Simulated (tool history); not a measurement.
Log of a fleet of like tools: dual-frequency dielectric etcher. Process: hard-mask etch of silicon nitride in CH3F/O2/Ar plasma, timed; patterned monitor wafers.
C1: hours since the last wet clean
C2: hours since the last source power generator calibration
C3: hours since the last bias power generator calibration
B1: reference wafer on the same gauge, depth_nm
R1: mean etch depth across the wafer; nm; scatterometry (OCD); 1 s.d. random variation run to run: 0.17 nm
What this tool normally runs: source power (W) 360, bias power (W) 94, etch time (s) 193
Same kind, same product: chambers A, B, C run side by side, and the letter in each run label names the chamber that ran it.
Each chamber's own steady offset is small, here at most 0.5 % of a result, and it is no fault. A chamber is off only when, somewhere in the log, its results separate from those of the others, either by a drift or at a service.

{"run": "1B", "hour": 10.6, "source power (W)": 360, "bias power (W)": 94, "etch time (s)": 193, "C1": 221.7, "C2": 1286.6, "C3": 360, "B1": 145.98, "R1": 142.93}
{"run": "2A", "hour": 23.2, "source power (W)": 360, "bias power (W)": 94, "etch time (s)": 193, "C1": 278.3, "C2": 908.9, "C3": 1984.9, "B1": 145.95, "R1": 142.32}
{"run": "3C", "hour": 32.2, "source power (W)": 360, "bias power (W)": 94, "etch time (s)": 193, "C1": 275.1, "C2": 267.4, "C3": 3004.2, "B1": 145.92, "R1": 142.86}
{"run": "4A", "hour": 41.8, "source power (W)": 360, "bias power (W)": 94, "etch time (s)": 193, "C1": 296.9, "C2": 927.5, "C3": 2003.5, "B1": 145.94, "R1": 142.4}
{"run": "5B", "hour": 49.5, "source power (W)": 360, "bias power (W)": 94, "etch time (s)": 193, "C1": 260.6, "C2": 1325.5, "C3": 398.9, "B1": 145.85, "R1": 142.88}
{"run": "6C", "hour": 56.0, "source power (W)": 360, "bias power (W)": 94, "etch time (s)": 193, "C1": 298.9, "C2": 291.2, "C3": 3028, "B1": 145.84, "R1": 142.64}
{"run": "7C", "hour": 66.3, "source power (W)": 440, "bias power (W)": 82, "etch time (s)": 193, "C1": 309.2, "C2": 301.5, "C3": 3038.3, "B1": 145.78, "R1": 146.52}
{"run": "8A", "hour": 75.7, "source power (W)": 440, "bias power (W)": 82, "etch time (s)": 193, "C1": 330.8, "C2": 961.4, "C3": 2037.4, "B1": 145.77, "R1": 146.13}
{"run": "9B", "hour": 88.4, "source power (W)": 440, "bias power (W)": 82, "etch time (s)": 193, "C1": 299.5, "C2": 1364.4, "C3": 437.8, "B1": 145.75, "R1": 146.82}
{"run": "10B", "hour": 100.3, "source power (W)": 360, "bias power (W)": 94, "etch time (s)": 193, "C1": 311.4, "C2": 1376.3, "C3": 449.7, "B1": 145.69, "R1": 142.63}
{"run": "11A", "hour": 106.5, "source power (W)": 360, "bias power (W)": 94, "etch time (s)": 193, "C1": 361.6, "C2": 992.2, "C3": 2068.2, "B1": 145.72, "R1": 142.22}
{"run": "12C", "hour": 112.8, "source power (W)": 360, "bias power (W)": 94, "etch time (s)": 193, "C1": 355.7, "C2": 348, "C3": 3084.8, "B1": 145.68, "R1": 142.47}
{"run": "13C", "hour": 118.5, "source power (W)": 360, "bias power (W)": 94, "etch time (s)": 193, "C1": 361.4, "C2": 353.7, "C3": 3090.5, "B1": 145.68, "R1": 142.6}
{"run": "14B", "hour": 125.2, "source power (W)": 360, "bias power (W)": 94, "etch time (s)": 193, "C1": 336.3, "C2": 1401.2, "C3": 474.6, "B1": 145.68, "R1": 142.47}
{"hour": 132.4, "done": "chamber A: wet clean of the chamber"}
{"run": "15A", "hour": 132.7, "source power (W)": 360, "bias power (W)": 94, "etch time (s)": 193, "C1": 0.4, "C2": 1018.4, "C3": 2094.4, "B1": 145.58, "R1": 141.89}
{"run": "16A", "hour": 138.8, "source power (W)": 360, "bias power (W)": 94, "etch time (s)": 193, "C1": 6.5, "C2": 1024.5, "C3": 2100.5, "B1": 145.63, "R1": 141.93}
{"hour": 150.0, "done": "chamber B: wet clean of the chamber"}
{"run": "17C", "hour": 151.1, "source power (W)": 360, "bias power (W)": 94, "etch time (s)": 193, "C1": 394, "C2": 386.3, "C3": 3123.1, "B1": 145.55, "R1": 142.49}
{"run": "18B", "hour": 159.9, "source power (W)": 360, "bias power (W)": 94, "etch time (s)": 193, "C1": 10, "C2": 1435.9, "C3": 509.3, "B1": 145.56, "R1": 142.62}
{"run": "19B", "hour": 165.5, "source power (W)": 360, "bias power (W)": 94, "etch time (s)": 193, "C1": 15.6, "C2": 1441.5, "C3": 514.9, "B1": 145.52, "R1": 142.43}
{"run": "20A", "hour": 171.9, "source power (W)": 360, "bias power (W)": 94, "etch time (s)": 193, "C1": 39.6, "C2": 1057.6, "C3": 2133.6, "B1": 145.55, "R1": 142.11}
{"run": "21C", "hour": 181.8, "source power (W)": 360, "bias power (W)": 94, "etch time (s)": 193, "C1": 424.7, "C2": 417, "C3": 3153.8, "B1": 145.52, "R1": 142.53}
{"run": "22C", "hour": 187.7, "source power (W)": 360, "bias power (W)": 94, "etch time (s)": 193, "C1": 430.6, "C2": 422.9, "C3": 3159.7, "B1": 145.5, "R1": 142.32}
{"run": "23A", "hour": 196.8, "source power (W)": 360, "bias power (W)": 94, "etch time (s)": 193, "C1": 64.5, "C2": 1082.5, "C3": 2158.5, "B1": 145.46, "R1": 141.99}
{"run": "24B", "hour": 208.6, "source power (W)": 360, "bias power (W)": 94, "etch time (s)": 193, "C1": 58.7, "C2": 1484.6, "C3": 558, "B1": 145.45, "R1": 142.3}
{"run": "25A", "hour": 220.9, "source power (W)": 360, "bias power (W)": 94, "etch time (s)": 193, "C1": 88.6, "C2": 1106.6, "C3": 2182.6, "B1": 145.38, "R1": 141.95}
{"run": "26B", "hour": 232.7, "source power (W)": 360, "bias power (W)": 94, "etch time (s)": 193, "C1": 82.8, "C2": 1508.7, "C3": 582.1, "B1": 145.4, "R1": 142.17}
{"run": "27C", "hour": 239.0, "source power (W)": 360, "bias power (W)": 94, "etch time (s)": 193, "C1": 481.9, "C2": 474.2, "C3": 3211, "B1": 145.37, "R1": 142.03}
{"run": "28C", "hour": 248.0, "source power (W)": 360, "bias power (W)": 94, "etch time (s)": 193, "C1": 490.9, "C2": 483.2, "C3": 3220, "B1": 145.32, "R1": 141.99}
{"run": "29A", "hour": 256.7, "source power (W)": 360, "bias power (W)": 94, "etch time (s)": 193, "C1": 124.4, "C2": 1142.4, "C3": 2218.4, "B1": 145.32, "R1": 141.82}

One chamber off, gauge drift, or nothing amiss beyond the chambers' own small offsets? If it is a chamber, which one, and what is the likeliest cause?

Gauge drift. The chambers move together only on paper, and none stands off.
Cause: gauge reads low (%) = 0.501.
